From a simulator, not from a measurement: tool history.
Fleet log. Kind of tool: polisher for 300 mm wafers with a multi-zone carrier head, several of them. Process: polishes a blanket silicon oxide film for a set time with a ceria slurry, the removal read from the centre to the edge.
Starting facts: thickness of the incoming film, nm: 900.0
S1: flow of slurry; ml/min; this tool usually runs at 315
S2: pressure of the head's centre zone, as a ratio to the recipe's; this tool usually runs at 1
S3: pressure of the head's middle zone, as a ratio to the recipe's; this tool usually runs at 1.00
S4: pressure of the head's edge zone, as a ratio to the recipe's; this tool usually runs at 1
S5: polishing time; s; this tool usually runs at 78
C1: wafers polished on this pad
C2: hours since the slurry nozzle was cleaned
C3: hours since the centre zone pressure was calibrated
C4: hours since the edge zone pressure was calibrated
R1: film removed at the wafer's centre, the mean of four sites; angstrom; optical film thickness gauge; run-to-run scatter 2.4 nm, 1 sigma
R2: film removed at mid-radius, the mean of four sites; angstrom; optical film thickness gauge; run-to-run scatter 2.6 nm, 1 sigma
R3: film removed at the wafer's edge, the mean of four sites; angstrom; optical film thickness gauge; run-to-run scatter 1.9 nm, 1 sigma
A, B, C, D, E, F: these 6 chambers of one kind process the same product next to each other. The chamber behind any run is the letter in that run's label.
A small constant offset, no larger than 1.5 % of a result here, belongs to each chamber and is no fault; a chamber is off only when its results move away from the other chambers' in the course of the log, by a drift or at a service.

run	day	S1	S2	S3	S4	S5	C1	C2	C3	C4	R1	R2	R3
# day 0.012: chamber C: worn pad replaced by a new one
1B	0.329	315	1	1.00	1	78	697	121.9	23.8	1369.4	2811.2	2774.2	2760.1
2D	0.925	315	1	1.00	1	78	591	367.7	231.7	178.7	2869.5	2864.0	2778.0
# day 1.312: chamber D: slurry nozzle cleaned
# day 1.350: chamber F: worn pad replaced by a new one
3E	1.371	315	1	1.00	1	78	425	365.0	803.1	208.6	2832.2	2807.1	2821.3
# day 1.717: chamber C: centre zone pressure recalibrated
4F	1.808	315	1	1.00	1	78	99	549.9	612.4	145.1	2805.8	2809.0	2838.6
# day 2.129: chamber B: worn pad replaced by a new one
# day 2.217: chamber D: worn pad replaced by a new one
5C	2.250	315	1	1.00	1	78	486	206.5	12.9	278.4	2829.4	2782.6	2838.9
6A	2.521	420	1	1.00	1	97	603	269.7	72.2	237.6	3626.8	3552.6	3597.2
# day 2.771: chamber E: slurry nozzle cleaned
7B	2.896	420	1	1.00	1	97	166	183.5	85.4	1431.0	3595.8	3612.0	3528.8
8C	3.308	420	1	1.00	1	97	716	231.9	38.3	303.8	3562.3	3587.2	3603.0
# day 3.388: chamber F: centre zone pressure recalibrated
# day 3.633: chamber C: edge zone pressure recalibrated
9D	3.729	420	1	1.00	1	97	328	58.1	299.0	246.0	3606.1	3636.8	3560.9
# day 4.104: chamber E: centre zone pressure recalibrated
10E	4.321	420	1	1.00	1	97	1066	37.2	5.2	279.4	3619.3	3607.0	3565.3
# day 4.479: chamber B: edge zone pressure recalibrated
# day 4.688: chamber E: worn pad replaced by a new one
11F	4.792	420	1	1.00	1	97	748	621.5	33.8	216.7	3634.7	3571.5	3570.7
# day 4.979: chamber A: worn pad replaced by a new one
12A	5.371	315	1	1.00	1	78	85	338.1	140.6	306.0	2814.0	2799.2	2785.9
# day 5.462: chamber C: worn pad replaced by a new one
13E	5.779	315	1	1.00	1	78	237	72.2	40.2	314.4	2828.4	2766.0	2806.5
# day 5.925: chamber F: worn pad replaced by a new one
14D	6.079	315	1	1.00	1	78	839	114.5	355.4	302.4	2843.7	2847.5	2811.3
# day 6.271: chamber D: worn pad replaced by a new one
15F	6.412	315	1	1.00	1	78	106	660.4	72.7	255.6	2841.8	2781.4	2838.5
# day 6.571: chamber B: worn pad replaced by a new one
16B	6.958	315	1	1.00	1	78	84	281.0	182.9	59.5	2806.4	2838.2	2791.3
17C	7.375	315	1	1.00	1	78	416	329.5	135.9	89.8	2776.2	2826.0	2843.4
18A	7.842	315	1	1.00	1	78	622	397.4	199.9	365.3	2787.9	2821.7	2852.8
19A	8.212	315	1	1.00	1	78	702	406.3	208.8	374.2	2807.8	2801.6	2835.0
# day 8.521: chamber F: slurry nozzle cleaned
# day 8.754: chamber A: edge zone pressure recalibrated
20B	8.838	315	1	1.00	1	78	493	326.1	228.0	104.6	2800.3	2838.1	2787.1
# day 9.229: chamber D: centre zone pressure recalibrated
# day 9.254: chamber A: slurry nozzle cleaned
21D	9.317	315	1	1.00	1	78	661	192.2	2.1	380.1	2827.2	2820.2	2808.2
# day 9.467: chamber D: worn pad replaced by a new one
22C	9.750	315	1	1.00	1	78	932	386.5	192.9	146.8	2812.4	2820.7	2824.6
# day 9.771: chamber E: worn pad replaced by a new one
# day 10.062: chamber F: worn pad replaced by a new one
23E	10.367	410	1	1.05	1	78	130	182.3	150.3	424.5	2891.5	3042.8	2840.7
# day 10.604: chamber D: edge zone pressure recalibrated
24F	10.654	410	1	1.05	1	78	129	51.2	174.5	357.4	2876.0	3044.9	2862.3
# day 10.929: chamber A: worn pad replaced by a new one
25B	11.025	410	1	1.05	1	78	968	378.6	280.5	157.1	2863.0	2982.3	2787.8
# day 11.117: chamber F: edge zone pressure recalibrated
# day 11.475: chamber C: slurry nozzle cleaned
26E	11.592	410	1	1.05	1	78	396	211.7	179.7	453.9	2902.7	2976.0	2866.9
# day 11.729: chamber C: worn pad replaced by a new one
# day 11.938: chamber B: worn pad replaced by a new one
27F	12.117	410	1	1.05	1	78	447	86.3	209.6	24.1	2870.3	2989.6	2844.6
28A	12.529	410	1	1.05	1	78	347	78.7	312.4	90.7	2881.1	3026.9	2859.5
29D	12.892	315	1	1.00	1	78	744	278.0	87.9	55.0	2820.2	2833.3	2796.3
# day 12.996: chamber D: worn pad replaced by a new one
30C	13.367	315	1	1.00	1	78	355	45.5	279.7	233.6	2790.6	2768.6	2816.2
31E	13.654	315	1	1.00	1	78	844	261.2	229.2	503.4	2807.9	2805.6	2760.8
32A	14.038	315	1	1.00	1	78	675	114.9	348.6	126.9	2834.0	2834.3	2817.0
33F	14.408	315	1	1.00	1	78	944	141.3	264.6	79.1	2820.2	2781.7	2810.2
34D	15.042	315	1	1.00	1	78	445	329.6	139.5	106.6	2786.6	2847.8	2795.3
# day 15.462: chamber D: slurry nozzle cleaned
35B	15.471	315	1	0.92	1	78	767	485.3	387.2	263.8	2793.2	2603.8	2808.5
36C	16.042	315	1	0.92	1	78	936	109.7	343.9	297.8	2778.9	2599.9	2830.2
# day 16.121: chamber C: edge zone pressure recalibrated
# day 16.183: chamber D: worn pad replaced by a new one
# day 16.221: chamber A: worn pad replaced by a new one
37B	16.538	315	1	0.92	1	78	999	510.9	412.8	289.4	2829.7	2599.4	2780.0
38D	17.133	315	1	0.92	1	78	206	40.2	189.7	156.8	2859.5	2577.9	2829.4
# day 17.267: chamber C: worn pad replaced by a new one
39C	17.629	315	1	0.92	1	78	79	147.8	382.0	36.3	2780.5	2627.3	2857.2
40A	18.258	315	1	0.92	1	78	443	216.2	449.9	228.2	2790.5	2623.6	2812.1

Decide between three cases: one chamber stands off from its peers, the gauge reading all wafers drifts, or nothing is wrong past each chamber's small offset. Where a chamber is off, say which and what most likely put it there.

No chamber stands off beyond its own small offset, and the gauge holds steady.
